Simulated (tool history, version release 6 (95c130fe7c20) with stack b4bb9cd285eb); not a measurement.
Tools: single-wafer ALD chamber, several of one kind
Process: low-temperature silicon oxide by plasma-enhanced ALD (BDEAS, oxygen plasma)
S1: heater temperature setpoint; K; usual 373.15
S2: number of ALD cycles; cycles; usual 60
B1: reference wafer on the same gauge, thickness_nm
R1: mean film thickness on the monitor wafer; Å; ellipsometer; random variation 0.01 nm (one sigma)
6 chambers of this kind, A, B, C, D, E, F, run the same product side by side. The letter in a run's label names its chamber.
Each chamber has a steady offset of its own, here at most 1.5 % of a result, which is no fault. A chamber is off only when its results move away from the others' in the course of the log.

{"run": "1C", "hour": 13.0, "S1": 373.15, "S2": 60, "B1": 7.2284, "R1": 86.523}
{"run": "2D", "hour": 22.0, "S1": 373.15, "S2": 60, "B1": 7.23, "R1": 85.408}
{"run": "3A", "hour": 32.5, "S1": 373.15, "S2": 60, "B1": 7.2267, "R1": 85.428}
{"run": "4B", "hour": 42.4, "S1": 373.15, "S2": 60, "B1": 7.2248, "R1": 86.611}
{"run": "5F", "hour": 55.7, "S1": 373.15, "S2": 60, "B1": 7.2235, "R1": 85.065}
{"run": "6E", "hour": 68.2, "S1": 373.15, "S2": 60, "B1": 7.2245, "R1": 85.529}
{"run": "7B", "hour": 80.0, "S1": 373.15, "S2": 60, "B1": 7.2226, "R1": 86.672}
{"run": "8C", "hour": 91.9, "S1": 373.15, "S2": 60, "B1": 7.2201, "R1": 86.498}
{"run": "9F", "hour": 99.0, "S1": 373.15, "S2": 60, "B1": 7.225, "R1": 84.965}
{"run": "10E", "hour": 112.2, "S1": 373.15, "S2": 60, "B1": 7.2214, "R1": 85.519}
{"run": "11A", "hour": 124.3, "S1": 373.15, "S2": 60, "B1": 7.22, "R1": 85.192}
{"run": "12D", "hour": 134.1, "S1": 373.15, "S2": 60, "B1": 7.2217, "R1": 85.339}
{"run": "13A", "hour": 141.2, "S1": 373.15, "S2": 60, "B1": 7.2159, "R1": 85.06}
{"run": "14F", "hour": 153.5, "S1": 373.15, "S2": 60, "B1": 7.2162, "R1": 85.053}
{"run": "15E", "hour": 166.0, "S1": 373.15, "S2": 60, "B1": 7.2179, "R1": 85.506}
{"run": "16D", "hour": 178.0, "S1": 373.15, "S2": 60, "B1": 7.2151, "R1": 85.186}
{"run": "17B", "hour": 188.4, "S1": 373.15, "S2": 60, "B1": 7.2155, "R1": 86.632}
{"run": "18C", "hour": 197.8, "S1": 373.15, "S2": 60, "B1": 7.2132, "R1": 86.499}
{"run": "19B", "hour": 204.0, "S1": 373.15, "S2": 60, "B1": 7.2148, "R1": 86.548}
{"run": "20A", "hour": 216.3, "S1": 373.15, "S2": 67, "B1": 7.2113, "R1": 95.061}
{"run": "21D", "hour": 223.6, "S1": 373.15, "S2": 67, "B1": 7.2105, "R1": 95.217}
{"run": "22E", "hour": 233.9, "S1": 373.15, "S2": 67, "B1": 7.2101, "R1": 95.42}
{"hour": 241.3, "done": "chamber F: thermocouple changed; heater temperature recalibrated"}
{"run": "23F", "hour": 246.6, "S1": 373.15, "S2": 67, "B1": 7.2111, "R1": 94.52}
{"run": "24C", "hour": 259.6, "S1": 373.15, "S2": 67, "B1": 7.2082, "R1": 96.499}
{"run": "25D", "hour": 266.7, "S1": 373.15, "S2": 67, "B1": 7.2106, "R1": 94.99}
{"run": "26E", "hour": 276.4, "S1": 373.15, "S2": 60, "B1": 7.2073, "R1": 85.344}
{"run": "27A", "hour": 286.7, "S1": 373.15, "S2": 60, "B1": 7.2044, "R1": 85.078}
{"run": "28C", "hour": 292.9, "S1": 373.15, "S2": 60, "B1": 7.2076, "R1": 86.512}
{"run": "29F", "hour": 304.4, "S1": 373.15, "S2": 60, "B1": 7.206, "R1": 84.536}
{"run": "30B", "hour": 316.8, "S1": 373.15, "S2": 60, "B1": 7.205, "R1": 86.513}
{"run": "31F", "hour": 325.6, "S1": 373.15, "S2": 60, "B1": 7.2044, "R1": 84.486}
{"run": "32A", "hour": 333.2, "S1": 381.15, "S2": 50, "B1": 7.2027, "R1": 69.708}
{"run": "33B", "hour": 341.6, "S1": 381.15, "S2": 50, "B1": 7.2017, "R1": 70.748}
{"run": "34D", "hour": 351.0, "S1": 381.15, "S2": 50, "B1": 7.2002, "R1": 69.717}
{"run": "35C", "hour": 363.3, "S1": 381.15, "S2": 50, "B1": 7.2019, "R1": 70.784}
{"run": "36E", "hour": 373.1, "S1": 381.15, "S2": 50, "B1": 7.1963, "R1": 70.028}
{"run": "37E", "hour": 379.9, "S1": 381.15, "S2": 50, "B1": 7.1993, "R1": 69.971}
{"run": "38D", "hour": 388.7, "S1": 373.15, "S2": 60, "B1": 7.1975, "R1": 84.944}
{"run": "39A", "hour": 400.9, "S1": 373.15, "S2": 60, "B1": 7.1993, "R1": 84.933}
{"run": "40C", "hour": 410.4, "S1": 373.15, "S2": 60, "B1": 7.1944, "R1": 86.166}
{"run": "41F", "hour": 424.1, "S1": 373.15, "S2": 60, "B1": 7.1952, "R1": 84.465}

Is one chamber off against the others, does the gauge drift, or is nothing wrong? If a chamber is off, say which, and what the likeliest cause is.

The gauge drifts, so all chambers seem to drift together. No chamber is off.
Cause: gauge reads low (%) = 0.495.

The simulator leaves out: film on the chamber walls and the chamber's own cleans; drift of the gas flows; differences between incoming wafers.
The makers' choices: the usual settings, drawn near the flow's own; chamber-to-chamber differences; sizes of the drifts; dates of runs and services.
